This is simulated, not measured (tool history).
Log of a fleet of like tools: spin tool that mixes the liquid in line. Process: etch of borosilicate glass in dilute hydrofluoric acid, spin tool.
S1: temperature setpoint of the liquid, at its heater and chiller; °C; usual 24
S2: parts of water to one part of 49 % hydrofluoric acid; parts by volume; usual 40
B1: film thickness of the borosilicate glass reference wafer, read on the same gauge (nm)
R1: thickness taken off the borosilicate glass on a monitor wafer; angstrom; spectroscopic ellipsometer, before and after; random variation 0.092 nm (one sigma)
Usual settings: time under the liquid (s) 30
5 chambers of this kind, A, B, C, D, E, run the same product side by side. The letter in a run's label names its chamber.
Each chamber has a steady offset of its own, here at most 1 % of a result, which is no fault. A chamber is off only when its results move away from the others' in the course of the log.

Run 1C, day 0.162: usual settings; B1 50. Result: R1 162.17 angstrom.
Run 2A, day 0.325: usual settings; B1 49.998. Result: R1 165.17 angstrom.
Run 3B, day 0.496: usual settings; B1 49.984. Result: R1 165.32 angstrom.
Run 4E, day 0.767: usual settings; B1 49.997. Result: R1 163.32 angstrom.
Run 5D, day 1.008: usual settings; B1 49.991. Result: R1 164.82 angstrom.
Run 6C, day 1.225: usual settings; B1 50. Result: R1 163.03 angstrom.
Run 7A, day 1.462: usual settings; B1 50.006. Result: R1 165.05 angstrom.
Run 8E, day 1.688: usual settings; B1 49.988. Result: R1 164.15 angstrom.
Run 9D, day 2: usual settings but S2 50 parts by volume, time under the liquid (s) 45; B1 50.016. Result: R1 193.42 angstrom.
Run 10B, day 2.242: usual settings but S2 50 parts by volume, time under the liquid (s) 45; B1 49.998. Result: R1 193.16 angstrom.
Run 11C, day 2.533: usual settings but S2 50 parts by volume, time under the liquid (s) 45; B1 49.992. Result: R1 194.24 angstrom.
Run 12B, day 2.675: usual settings but S2 50 parts by volume, time under the liquid (s) 45; B1 49.985. Result: R1 194.07 angstrom.
Run 13A, day 2.85: usual settings but S2 50 parts by volume, time under the liquid (s) 45; B1 49.992. Result: R1 195.1 angstrom.
Run 14E, day 3.067: usual settings; B1 49.989. Result: R1 161.28 angstrom.
Run 15D, day 3.321: usual settings; B1 49.977. Result: R1 165.6 angstrom.
Run 16E, day 3.542: usual settings; B1 50.01. Result: R1 163.92 angstrom.
Run 17B, day 3.742: usual settings but S1 22.5 °C, time under the liquid (s) 40; B1 50.003. Result: R1 206.31 angstrom.
Run 18A, day 4.029: usual settings but S1 22.5 °C, time under the liquid (s) 40; B1 49.989. Result: R1 206.87 angstrom.
Run 19D, day 4.346: usual settings but S1 22.5 °C, time under the liquid (s) 40; B1 49.998. Result: R1 206.23 angstrom.
Run 20C, day 4.625: usual settings but S1 22.5 °C, time under the liquid (s) 40; B1 49.972. Result: R1 205.49 angstrom.
Run 21C, day 4.846: usual settings but S1 22.5 °C, time under the liquid (s) 40; B1 49.99. Result: R1 203.18 angstrom.
Run 22D, day 5.117: usual settings; B1 49.991. Result: R1 165.36 angstrom.
Run 23E, day 5.408: usual settings; B1 50.01. Result: R1 164.09 angstrom.
Run 24A, day 5.704: usual settings; B1 50.008. Result: R1 166.36 angstrom.
Run 25B, day 6.021: usual settings but S2 50 parts by volume, time under the liquid (s) 20; B1 50.001. Result: R1 87.003 angstrom.
Run 26D, day 6.221: usual settings but S2 50 parts by volume, time under the liquid (s) 20; B1 49.997. Result: R1 86.296 angstrom.
Run 27A, day 6.454: usual settings but S2 50 parts by volume, time under the liquid (s) 20; B1 49.984. Result: R1 86.619 angstrom.
Run 28E, day 6.742: usual settings but S2 50 parts by volume, time under the liquid (s) 20; B1 50.005. Result: R1 85.448 angstrom.
Run 29B, day 7.062: usual settings but S2 50 parts by volume, time under the liquid (s) 20; B1 49.98. Result: R1 86.197 angstrom.
Run 30C, day 7.271: usual settings; B1 49.994. Result: R1 163.28 angstrom.
Run 31B, day 7.488: usual settings but S1 25.5 °C, S2 50 parts by volume; B1 49.998. Result: R1 137.88 angstrom.
Run 32C, day 7.638: usual settings but S1 25.5 °C, S2 50 parts by volume; B1 49.994. Result: R1 138.36 angstrom.
Run 33A, day 7.821: usual settings but S1 25.5 °C, S2 50 parts by volume; B1 49.989. Result: R1 138.54 angstrom.

What goes on in this fleet: one chamber off, a drifting gauge, or nothing beyond the chambers' own small offsets? Name the chamber and the cause, if any.

No chamber stands off beyond its own small offset, and the gauge holds steady.
